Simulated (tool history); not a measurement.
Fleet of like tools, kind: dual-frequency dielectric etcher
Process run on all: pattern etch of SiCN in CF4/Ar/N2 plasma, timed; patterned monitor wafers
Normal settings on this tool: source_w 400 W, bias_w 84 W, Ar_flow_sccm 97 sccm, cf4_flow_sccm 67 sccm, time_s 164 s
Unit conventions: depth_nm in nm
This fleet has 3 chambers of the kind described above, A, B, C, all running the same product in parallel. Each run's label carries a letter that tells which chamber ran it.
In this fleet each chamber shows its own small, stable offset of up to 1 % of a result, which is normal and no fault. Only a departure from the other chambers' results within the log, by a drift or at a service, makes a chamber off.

| run | hour | source_w | bias_w | Ar_flow_sccm | cf4_flow_sccm | time_s | hours since the last wet clean | hours since the last source power generator calibration | hours since the last bias power generator calibration | hours since the last Ar flow controller change | hours since the last CF4 flow controller change | read-back reference wafer on the same gauge, depth_nm | depth_nm |
|---|---|---|---|---|---|---|---|---|---|---|---|---|---|
| 1A | 3.8 | 400 | 84 | 97 | 67 | 164 | 550.6 | 698.6 | 1351.1 | 2954.2 | 2317.1 | 157.97 | 134.53 |
| 2B | 7 | 400 | 84 | 97 | 67 | 164 | 190.8 | 16.6 | 1837.8 | 209.6 | 3843.4 | 158.06 | 133.24 |
| 3C | 10.9 | 400 | 84 | 97 | 67 | 164 | 492.8 | 2120.9 | 3003.4 | 3149.5 | 194.3 | 157.85 | 132.99 |
| 4A | 14.3 | 400 | 84 | 97 | 67 | 164 | 561.1 | 709.1 | 1361.6 | 2964.7 | 2327.6 | 157.98 | 134.49 |
| 5C | 16.6 | 400 | 69 | 97 | 67 | 164 | 498.5 | 2126.6 | 3009.1 | 3155.2 | 200 | 157.91 | 124.18 |
| 6B | 21.7 | 400 | 69 | 97 | 67 | 164 | 205.5 | 31.3 | 1852.5 | 224.3 | 3858.1 | 157.97 | 124.03 |
| 7C | 26.2 | 400 | 69 | 97 | 67 | 164 | 508.1 | 2136.2 | 3018.7 | 3164.8 | 209.6 | 158.02 | 124.29 |
| 8B | 30.4 | 400 | 84 | 97 | 67 | 164 | 214.2 | 40 | 1861.2 | 233 | 3866.8 | 157.97 | 133.35 |
| 9A | 35.4 | 400 | 84 | 97 | 67 | 164 | 582.2 | 730.2 | 1382.7 | 2985.8 | 2348.7 | 157.92 | 135.08 |
| 10A | 37.8 | 400 | 84 | 97 | 67 | 164 | 584.6 | 732.6 | 1385.1 | 2988.2 | 2351.1 | 158.02 | 134.86 |
| 11B | 42.6 | 400 | 84 | 97 | 67 | 164 | 226.4 | 52.2 | 1873.4 | 245.2 | 3879 | 158.08 | 133.17 |
| 12C | 45.3 | 400 | 76 | 97 | 67 | 164 | 527.2 | 2155.3 | 3037.8 | 3183.9 | 228.7 | 158.06 | 128.53 |
|  | 49.7 | chamber A: CF4 flow controller replaced |
| 13C | 50.3 | 400 | 76 | 97 | 67 | 164 | 532.2 | 2160.3 | 3042.8 | 3188.9 | 233.7 | 157.84 | 128.55 |
| 14A | 53.3 | 400 | 76 | 97 | 67 | 164 | 600.1 | 748.1 | 1400.6 | 3003.7 | 3.6 | 158.12 | 129.67 |
| 15B | 58.1 | 400 | 84 | 97 | 67 | 164 | 241.9 | 67.7 | 1888.9 | 260.7 | 3894.5 | 158.01 | 133.13 |
| 16B | 60.9 | 400 | 65 | 97 | 67 | 164 | 244.7 | 70.5 | 1891.7 | 263.5 | 3897.3 | 158.04 | 122.36 |
| 17A | 65.4 | 400 | 65 | 97 | 67 | 164 | 612.2 | 760.2 | 1412.7 | 3015.8 | 15.7 | 157.96 | 122.96 |
|  | 69.3 | chamber A: wet clean of the chamber |
|  | 69.8 | chamber C: wet clean of the chamber |
| 18C | 69.8 | 400 | 65 | 97 | 67 | 164 | 0 | 2179.8 | 3062.3 | 3208.4 | 253.2 | 157.97 | 121 |
| 19C | 72.8 | 400 | 84 | 97 | 67 | 164 | 3 | 2182.8 | 3065.3 | 3211.4 | 256.2 | 158.03 | 133 |
| 20A | 76.3 | 400 | 84 | 97 | 67 | 164 | 7.1 | 771.1 | 1423.6 | 3026.7 | 26.6 | 157.91 | 138.55 |
| 21B | 81.1 | 400 | 84 | 97 | 67 | 164 | 264.9 | 90.7 | 1911.9 | 283.7 | 3917.5 | 157.94 | 132.93 |
| 22C | 83.6 | 400 | 84 | 97 | 67 | 164 | 13.8 | 2193.6 | 3076.1 | 3222.2 | 267 | 158.1 | 132.97 |
| 23A | 87.8 | 400 | 84 | 97 | 67 | 164 | 18.6 | 782.6 | 1435.1 | 3038.2 | 38.1 | 157.98 | 138.14 |
| 24B | 92.5 | 400 | 84 | 97 | 67 | 164 | 276.3 | 102.1 | 1923.3 | 295.1 | 3928.9 | 158.01 | 133.21 |
| 25C | 95.1 | 400 | 84 | 97 | 67 | 164 | 25.3 | 2205.1 | 3087.6 | 3233.7 | 278.5 | 157.97 | 133.51 |
| 26A | 98 | 400 | 73 | 97 | 67 | 164 | 28.8 | 792.8 | 1445.3 | 3048.4 | 48.3 | 158.03 | 131.12 |
| 27B | 100.9 | 400 | 73 | 97 | 67 | 164 | 284.7 | 110.5 | 1931.7 | 303.5 | 3937.3 | 157.98 | 126.42 |
| 28A | 105.4 | 400 | 73 | 97 | 67 | 164 | 36.2 | 800.2 | 1452.7 | 3055.8 | 55.7 | 158.02 | 131.76 |
| 29C | 110.4 | 400 | 84 | 97 | 67 | 164 | 40.6 | 2220.4 | 3102.9 | 3249 | 293.8 | 157.99 | 132.83 |
| 30B | 113.1 | 400 | 104 | 97 | 67 | 204 | 296.9 | 122.7 | 1943.9 | 315.7 | 3949.5 | 158.05 | 179.02 |
| 31B | 117.1 | 400 | 104 | 97 | 67 | 204 | 300.9 | 126.7 | 1947.9 | 319.7 | 3953.5 | 158 | 180.11 |
| 32A | 121.4 | 400 | 104 | 97 | 67 | 204 | 52.2 | 816.2 | 1468.7 | 3071.8 | 71.7 | 158.01 | 186.01 |
| 33C | 126.6 | 400 | 84 | 97 | 67 | 164 | 56.8 | 2236.6 | 3119.1 | 3265.2 | 310 | 157.98 | 132.64 |
| 34B | 129.6 | 400 | 84 | 97 | 67 | 164 | 313.4 | 139.2 | 1960.4 | 332.2 | 3966 | 158.03 | 133.01 |
| 35C | 134.2 | 400 | 84 | 97 | 67 | 164 | 64.4 | 2244.2 | 3126.7 | 3272.8 | 317.6 | 158.05 | 132.78 |

Next, every chamber runs the same settings. What will each give?
| 36A | 138 | 400 | 84 | 97 | 67 | 164 |  |  |  |  |  |  | ? |
| 36B | 138 | 400 | 84 | 97 | 67 | 164 |  |  |  |  |  |  | ? |
| 36C | 138 | 400 | 84 | 97 | 67 | 164 |  |  |  |  |  |  | ? |

| run | depth_nm |
|---|---|
| 36A | 138.15 |
| 36B | 132.46 |
| 36C | 133.49 |
